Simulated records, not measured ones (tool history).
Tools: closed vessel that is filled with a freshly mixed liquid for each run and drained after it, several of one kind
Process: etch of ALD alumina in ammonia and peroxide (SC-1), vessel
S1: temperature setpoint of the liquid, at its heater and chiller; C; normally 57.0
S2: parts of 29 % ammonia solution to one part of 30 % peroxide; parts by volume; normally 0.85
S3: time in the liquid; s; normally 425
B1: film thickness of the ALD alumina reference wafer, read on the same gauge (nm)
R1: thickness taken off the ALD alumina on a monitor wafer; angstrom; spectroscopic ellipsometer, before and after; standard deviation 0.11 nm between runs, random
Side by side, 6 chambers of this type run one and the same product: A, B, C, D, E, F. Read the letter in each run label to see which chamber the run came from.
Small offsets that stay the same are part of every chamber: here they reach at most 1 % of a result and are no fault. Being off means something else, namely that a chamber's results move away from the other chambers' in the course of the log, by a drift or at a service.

| run | hour | S1 | S2 | S3 | B1 | R1 |
|---|---|---|---|---|---|---|
|  | 0.9 | chamber A: thermometer replaced |
| 1D | 5.0 | 57.0 | 0.85 | 425 | 120.02 | 190.74 |
| 2E | 8.8 | 57.0 | 0.85 | 425 | 120.00 | 190.08 |
| 3F | 12.1 | 57.0 | 0.85 | 425 | 119.96 | 186.30 |
| 4B | 17.7 | 57.0 | 0.85 | 425 | 120.02 | 184.09 |
| 5C | 23.3 | 57.0 | 0.85 | 425 | 120.03 | 185.79 |
| 6A | 27.5 | 57.0 | 0.85 | 425 | 119.95 | 188.37 |
| 7C | 32.1 | 57.0 | 0.85 | 425 | 119.98 | 187.98 |
|  | 36.4 | chamber C: ammonia flow meter replaced |
| 8D | 37.4 | 57.0 | 0.85 | 425 | 120.00 | 190.85 |
|  | 41.9 | chamber E: new drum of ammonia solution connected |
| 9E | 44.9 | 57.0 | 0.85 | 425 | 119.99 | 189.13 |
| 10F | 48.7 | 57.0 | 0.85 | 425 | 120.03 | 186.31 |
| 11A | 53.1 | 53.0 | 0.85 | 425 | 120.02 | 151.40 |
|  | 55.4 | chamber A: ammonia flow meter replaced |
| 12B | 57.5 | 53.0 | 0.85 | 425 | 120.00 | 151.67 |
| 13C | 64.0 | 53.0 | 0.85 | 425 | 119.99 | 152.98 |
| 14D | 67.8 | 53.0 | 0.85 | 425 | 120.01 | 153.31 |
| 15E | 74.7 | 53.0 | 0.85 | 425 | 120.02 | 152.37 |
| 16F | 81.1 | 53.0 | 0.85 | 425 | 120.00 | 151.98 |
| 17A | 85.1 | 57.0 | 0.85 | 425 | 120.01 | 187.43 |
| 18B | 89.1 | 57.0 | 0.85 | 425 | 120.01 | 188.04 |
| 19F | 96.3 | 57.0 | 1.15 | 425 | 119.99 | 193.37 |
| 20A | 101.0 | 57.0 | 1.15 | 425 | 119.99 | 193.87 |
|  | 101.6 | chamber D: new drum of ammonia solution connected |
| 21B | 107.5 | 57.0 | 1.15 | 425 | 119.99 | 194.41 |
| 22D | 114.7 | 57.0 | 1.15 | 425 | 120.00 | 195.16 |
| 23C | 119.8 | 57.0 | 1.15 | 425 | 120.01 | 191.83 |
| 24E | 125.1 | 57.0 | 1.15 | 425 | 119.98 | 193.08 |
| 25D | 132.2 | 57.0 | 0.85 | 425 | 120.03 | 187.82 |
| 26E | 139.6 | 57.0 | 0.85 | 425 | 119.99 | 189.70 |
| 27F | 145.6 | 57.0 | 0.85 | 425 | 119.99 | 184.71 |
| 28B | 150.3 | 57.0 | 0.85 | 425 | 119.99 | 185.34 |
| 29A | 156.4 | 57.0 | 0.85 | 425 | 120.02 | 189.24 |
|  | 158.0 | chamber B: new drum of ammonia solution connected |
| 30C | 160.9 | 57.0 | 0.85 | 425 | 119.99 | 185.87 |
| 31B | 167.9 | 64.5 | 0.85 | 550 | 120.01 | 353.63 |
| 32F | 171.5 | 64.5 | 0.85 | 550 | 119.97 | 350.71 |
| 33E | 175.9 | 64.5 | 0.85 | 550 | 119.99 | 353.58 |
| 34A | 180.5 | 64.5 | 0.85 | 550 | 119.99 | 354.86 |
| 35D | 187.7 | 64.5 | 0.85 | 550 | 119.98 | 359.86 |
| 36C | 193.8 | 64.5 | 0.85 | 550 | 119.98 | 352.07 |
| 37F | 198.3 | 57.0 | 0.85 | 425 | 119.99 | 185.47 |
| 38C | 203.2 | 57.0 | 0.85 | 425 | 119.98 | 187.24 |
| 39A | 210.2 | 57.0 | 0.85 | 425 | 120.00 | 188.62 |
| 40D | 213.9 | 57.0 | 0.85 | 425 | 120.01 | 186.23 |
| 41B | 219.0 | 57.0 | 0.85 | 425 | 119.99 | 186.96 |

Which is it: a chamber that has drifted or been left off by a service, a gauge drift common to all chambers, or only each chamber's usual small offset? If a chamber is off, name it and its likeliest cause.

No chamber is off and the gauge is stable; the differences are just each chamber's small, constant offset.

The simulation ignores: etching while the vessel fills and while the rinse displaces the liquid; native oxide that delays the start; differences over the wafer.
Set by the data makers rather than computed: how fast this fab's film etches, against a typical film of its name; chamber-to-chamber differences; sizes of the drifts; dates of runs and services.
